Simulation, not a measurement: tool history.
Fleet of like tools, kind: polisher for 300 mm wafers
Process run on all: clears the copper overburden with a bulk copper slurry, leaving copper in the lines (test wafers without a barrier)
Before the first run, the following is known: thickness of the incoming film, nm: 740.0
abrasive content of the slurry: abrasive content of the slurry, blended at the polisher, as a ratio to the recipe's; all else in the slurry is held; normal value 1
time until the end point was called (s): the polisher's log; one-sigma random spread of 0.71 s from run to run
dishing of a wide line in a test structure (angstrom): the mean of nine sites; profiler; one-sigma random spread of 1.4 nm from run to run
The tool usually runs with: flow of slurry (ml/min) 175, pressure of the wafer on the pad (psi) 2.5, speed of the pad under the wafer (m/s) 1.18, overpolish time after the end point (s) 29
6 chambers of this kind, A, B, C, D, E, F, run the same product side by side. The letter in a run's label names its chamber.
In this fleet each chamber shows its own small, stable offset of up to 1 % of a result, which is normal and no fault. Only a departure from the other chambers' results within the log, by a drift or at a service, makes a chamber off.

run	day	flow of slurry (ml/min)	pressure of the wafer on the pad (psi)	speed of the pad under the wafer (m/s)	abrasive content of the slurry	overpolish time after the end point (s)	time until the end point was called (s)	dishing of a wide line in a test structure (angstrom)
1B	0.367	175	2.5	1.18	1	29	70.972	698.81
2D	0.538	175	2.5	1.18	1	29	70.273	756.07
# day 0.717: chamber E: slurry nozzle cleaned
# day 0.779: chamber E: slurry blender recalibrated
3E	0.817	175	2.5	1.18	1	29	70.481	711.79
4F	1.021	175	2.5	1.18	1	29	70.799	728.26
5A	1.225	175	2.5	1.18	1	29	70.685	749.53
6C	1.412	175	2.5	1.18	1	29	70.204	766.54
# day 1.546: chamber D: worn pad replaced by a new one
7D	1.717	175	2.5	1.18	1	29	69.421	738.51
8B	2.029	175	2.5	1.18	1	29	70.753	738.32
# day 2.088: chamber A: slurry nozzle cleaned
9A	2.254	175	2.5	1.18	1	29	70.219	725.84
10C	2.562	175	2.5	1.18	1	29	69.691	729.72
# day 2.575: chamber C: worn pad replaced by a new one
11E	2.858	175	2.5	1.18	1	29	69.396	712.36
# day 2.875: chamber E: worn pad replaced by a new one
12F	3.033	175	2.5	1.56	1.2	29	50.189	759.42
13E	3.3	175	2.5	1.56	1.2	29	50.356	740.33
# day 3.362: chamber B: worn pad replaced by a new one
14C	3.579	175	2.5	1.56	1.2	29	50.912	744.44
15B	3.804	175	2.5	1.56	1.2	29	51.256	733.13
16A	4.004	175	2.5	1.56	1.2	29	51.234	765.29
# day 4.058: chamber D: worn pad replaced by a new one
# day 4.208: chamber A: worn pad replaced by a new one
17D	4.333	175	2.5	1.56	1.2	29	50.65	768.38
# day 4.579: chamber F: head pressure recalibrated
18F	4.579	175	2.5	1.36	1	34	60.149	774.31
# day 4.904: chamber C: slurry blender recalibrated
19D	4.933	175	2.5	1.36	1	34	60.981	766.8
# day 5.054: chamber F: worn pad replaced by a new one
# day 5.1: chamber F: slurry nozzle cleaned
20B	5.2	175	2.5	1.36	1	34	60.834	747.05
21F	5.558	175	2.5	1.36	1	34	61.825	773.27
22C	5.933	175	2.5	1.36	1	34	59.182	775.12
23E	6.279	175	2.5	1.36	1	34	60.993	767.72
24A	6.575	175	2.5	1.18	1	29	69.981	747.28
# day 6.767: chamber D: worn pad replaced by a new one
25B	6.946	175	2.5	1.18	1	29	70.054	740.79
# day 7.162: chamber F: slurry blender recalibrated
26D	7.229	175	2.5	1.18	1	29	71.42	762.16
# day 7.492: chamber C: slurry nozzle cleaned
27F	7.588	175	2.5	1.18	1	29	70.667	742.09
# day 7.671: chamber D: slurry blender recalibrated
28A	7.854	175	2.5	1.18	1	29	70.321	764.36
# day 8.071: chamber E: worn pad replaced by a new one
29C	8.088	175	2.5	1.18	1	29	68.765	725.84
# day 8.121: chamber C: worn pad replaced by a new one
# day 8.262: chamber B: worn pad replaced by a new one
30E	8.279	175	2.5	1.18	1	29	70.539	730.37
31D	8.633	220	2.1	1.18	1	29	80.905	725.19
# day 8.754: chamber E: slurry nozzle cleaned
32B	8.933	220	2.1	1.18	1	29	80.961	706.76
33E	9.15	220	2.1	1.18	1	29	82.553	680.38
# day 9.158: chamber B: slurry blender recalibrated
# day 9.275: chamber D: worn pad replaced by a new one
34F	9.429	220	2.1	1.18	1	29	79.882	693.82
# day 9.617: chamber A: slurry blender recalibrated
35A	9.733	220	2.1	1.18	1	29	80.204	720.34
# day 9.825: chamber E: slurry blender recalibrated
36C	10.058	220	2.1	1.18	1	29	79.996	710.71
# day 10.358: chamber F: worn pad replaced by a new one
37F	10.408	175	2.5	1.18	1	29	69.932	736.05
38E	10.667	175	2.5	1.18	0.7	29	74.91	736.8
39A	11.033	175	2.5	1.18	0.7	29	76.415	760.87
40D	11.25	175	2.5	1.18	0.7	29	74.597	734.86
# day 11.417: chamber B: slurry nozzle cleaned
41C	11.604	175	2.5	1.18	0.7	29	74.711	758.36
42B	11.879	175	2.5	1.18	0.7	29	75.831	734.29

What goes on in this fleet: one chamber off, a drifting gauge, or nothing beyond the chambers' own small offsets? Name the chamber and the cause, if any.

Beyond each chamber's small constant offset nothing stands out, and the gauge stays steady.
